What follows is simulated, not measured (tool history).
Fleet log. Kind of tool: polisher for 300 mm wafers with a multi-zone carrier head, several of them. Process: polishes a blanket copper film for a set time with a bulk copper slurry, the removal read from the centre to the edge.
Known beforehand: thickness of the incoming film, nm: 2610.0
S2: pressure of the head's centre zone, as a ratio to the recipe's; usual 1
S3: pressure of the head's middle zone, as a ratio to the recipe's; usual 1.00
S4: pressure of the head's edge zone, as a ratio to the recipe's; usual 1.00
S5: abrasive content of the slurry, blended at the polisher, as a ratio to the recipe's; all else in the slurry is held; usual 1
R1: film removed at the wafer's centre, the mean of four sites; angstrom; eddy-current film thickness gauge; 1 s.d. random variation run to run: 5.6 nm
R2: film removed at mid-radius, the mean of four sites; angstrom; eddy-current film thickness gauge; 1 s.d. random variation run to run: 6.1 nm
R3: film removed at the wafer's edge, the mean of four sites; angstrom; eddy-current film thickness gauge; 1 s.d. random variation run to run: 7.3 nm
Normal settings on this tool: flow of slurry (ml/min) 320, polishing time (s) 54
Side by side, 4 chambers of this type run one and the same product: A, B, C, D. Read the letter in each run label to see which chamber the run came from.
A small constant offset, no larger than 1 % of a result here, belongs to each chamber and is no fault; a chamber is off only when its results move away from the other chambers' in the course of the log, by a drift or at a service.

run 1B hour=9.4 | flow_of_slurry_(ml/min)=320 S2=1 S3=1.00 S4=1.00 S5=1 polishing_time_(s)=54 | R1=5829.0 R2=6046.4 R3=5838.2
-- hour=14.7 chamber A: worn pad replaced by a new one
run 2A hour=16.7 | flow_of_slurry_(ml/min)=320 S2=1 S3=1.00 S4=1.00 S5=1 polishing_time_(s)=54 | R1=5900.8 R2=5898.3 R3=5958.9
run 3D hour=26.7 | flow_of_slurry_(ml/min)=320 S2=1 S3=1.00 S4=1.00 S5=1 polishing_time_(s)=54 | R1=5928.0 R2=5963.7 R3=5767.3
run 4C hour=32.2 | flow_of_slurry_(ml/min)=320 S2=1 S3=1.00 S4=1.00 S5=1 polishing_time_(s)=54 | R1=5798.9 R2=5955.9 R3=5853.1
run 5B hour=41.2 | flow_of_slurry_(ml/min)=320 S2=1 S3=1.00 S4=1.00 S5=1 polishing_time_(s)=54 | R1=5805.6 R2=5829.6 R3=5958.7
run 6A hour=51.3 | flow_of_slurry_(ml/min)=230 S2=1 S3=1.00 S4=1.12 S5=1 polishing_time_(s)=54 | R1=5502.0 R2=5622.2 R3=6051.9
-- hour=53.3 chamber C: worn pad replaced by a new one
run 7D hour=61.5 | flow_of_slurry_(ml/min)=230 S2=1 S3=1.00 S4=1.12 S5=1 polishing_time_(s)=54 | R1=5732.6 R2=5863.1 R3=6093.0
run 8C hour=70.0 | flow_of_slurry_(ml/min)=230 S2=1 S3=1.00 S4=1.12 S5=1 polishing_time_(s)=54 | R1=5717.8 R2=5871.0 R3=6311.0
-- hour=74.0 chamber C: centre zone pressure recalibrated
-- hour=75.4 chamber D: worn pad replaced by a new one
run 9D hour=76.3 | flow_of_slurry_(ml/min)=230 S2=1 S3=1.00 S4=1.12 S5=1 polishing_time_(s)=54 | R1=5715.3 R2=5760.0 R3=6246.9
-- hour=79.5 chamber A: worn pad replaced by a new one
run 10A hour=85.6 | flow_of_slurry_(ml/min)=320 S2=1 S3=1.00 S4=1.00 S5=1 polishing_time_(s)=54 | R1=5973.5 R2=5858.5 R3=5839.8
-- hour=88.6 chamber B: worn pad replaced by a new one
run 11B hour=93.3 | flow_of_slurry_(ml/min)=320 S2=1 S3=1.00 S4=1.00 S5=1 polishing_time_(s)=54 | R1=5942.3 R2=5965.1 R3=5905.4
run 12C hour=99.3 | flow_of_slurry_(ml/min)=230 S2=1 S3=1.00 S4=1.00 S5=1 polishing_time_(s)=54 | R1=5671.5 R2=5769.0 R3=5802.1
-- hour=100.3 chamber D: centre zone pressure recalibrated
run 13D hour=104.2 | flow_of_slurry_(ml/min)=230 S2=1 S3=1.00 S4=1.00 S5=1 polishing_time_(s)=54 | R1=6343.7 R2=5803.4 R3=5759.5
run 14A hour=108.8 | flow_of_slurry_(ml/min)=230 S2=1 S3=1.00 S4=1.00 S5=1 polishing_time_(s)=54 | R1=5607.8 R2=5688.0 R3=5687.3
-- hour=115.9 chamber A: centre zone pressure recalibrated
run 15B hour=117.5 | flow_of_slurry_(ml/min)=230 S2=1 S3=1.00 S4=1.00 S5=1 polishing_time_(s)=54 | R1=5630.2 R2=5800.1 R3=5643.1
run 16C hour=127.8 | flow_of_slurry_(ml/min)=320 S2=1 S3=1.00 S4=1.00 S5=1 polishing_time_(s)=54 | R1=5903.3 R2=6009.2 R3=5854.1
run 17D hour=132.4 | flow_of_slurry_(ml/min)=320 S2=1 S3=1.00 S4=1.00 S5=1 polishing_time_(s)=54 | R1=6504.0 R2=5992.2 R3=5819.3
-- hour=136.3 chamber B: centre zone pressure recalibrated
-- hour=138.0 chamber D: worn pad replaced by a new one
run 18C hour=139.5 | flow_of_slurry_(ml/min)=320 S2=1 S3=1.00 S4=1.00 S5=1 polishing_time_(s)=54 | R1=5834.6 R2=5920.5 R3=5917.9
-- hour=141.3 chamber C: worn pad replaced by a new one
run 19A hour=148.2 | flow_of_slurry_(ml/min)=320 S2=1 S3=1.00 S4=1.00 S5=1 polishing_time_(s)=54 | R1=5770.1 R2=5752.5 R3=5966.4
-- hour=150.0 chamber C: slurry nozzle cleaned
-- hour=150.1 chamber A: worn pad replaced by a new one
run 20B hour=158.0 | flow_of_slurry_(ml/min)=320 S2=1 S3=0.89 S4=1.00 S5=1 polishing_time_(s)=36 | R1=3944.4 R2=3478.5 R3=4013.9
run 21C hour=165.1 | flow_of_slurry_(ml/min)=320 S2=1 S3=0.89 S4=1.00 S5=1 polishing_time_(s)=36 | R1=3958.6 R2=3640.4 R3=3980.3
run 22A hour=170.6 | flow_of_slurry_(ml/min)=320 S2=1 S3=0.89 S4=1.00 S5=1 polishing_time_(s)=36 | R1=3925.3 R2=3514.9 R3=3950.0
-- hour=174.1 chamber B: worn pad replaced by a new one
run 23B hour=176.3 | flow_of_slurry_(ml/min)=320 S2=1 S3=0.89 S4=1.00 S5=1 polishing_time_(s)=36 | R1=3984.4 R2=3537.2 R3=3989.2
run 24D hour=181.0 | flow_of_slurry_(ml/min)=320 S2=1 S3=1.00 S4=1.00 S5=1 polishing_time_(s)=54 | R1=6622.7 R2=5913.2 R3=5834.7
run 25A hour=191.0 | flow_of_slurry_(ml/min)=320 S2=1 S3=1.00 S4=1.00 S5=1 polishing_time_(s)=54 | R1=5865.5 R2=5828.0 R3=5874.2
run 26D hour=200.5 | flow_of_slurry_(ml/min)=320 S2=1 S3=1.00 S4=1.00 S5=1 polishing_time_(s)=54 | R1=6588.9 R2=5915.7 R3=6029.0

Next, every chamber runs the same settings. What will each give?
run 27A hour=207.9 | flow_of_slurry_(ml/min)=320 S2=1 S3=1.00 S4=1.00 S5=1 polishing_time_(s)=64 | R1=? R2=? R3=?
run 27B hour=207.9 | flow_of_slurry_(ml/min)=320 S2=1 S3=1.00 S4=1.00 S5=1 polishing_time_(s)=64 | R1=? R2=? R3=?
run 27C hour=207.9 | flow_of_slurry_(ml/min)=320 S2=1 S3=1.00 S4=1.00 S5=1 polishing_time_(s)=64 | R1=? R2=? R3=?
run 27D hour=207.9 | flow_of_slurry_(ml/min)=320 S2=1 S3=1.00 S4=1.00 S5=1 polishing_time_(s)=64 | R1=? R2=? R3=?

run=27A R1=6911.4 R2=6916.6 R3=6871.0
run=27B R1=6978.5 R2=6938.1 R3=7086.5
run=27C R1=6998.3 R2=6944.1 R3=7077.8
run=27D R1=7701.5 R2=7246.0 R3=7011.5

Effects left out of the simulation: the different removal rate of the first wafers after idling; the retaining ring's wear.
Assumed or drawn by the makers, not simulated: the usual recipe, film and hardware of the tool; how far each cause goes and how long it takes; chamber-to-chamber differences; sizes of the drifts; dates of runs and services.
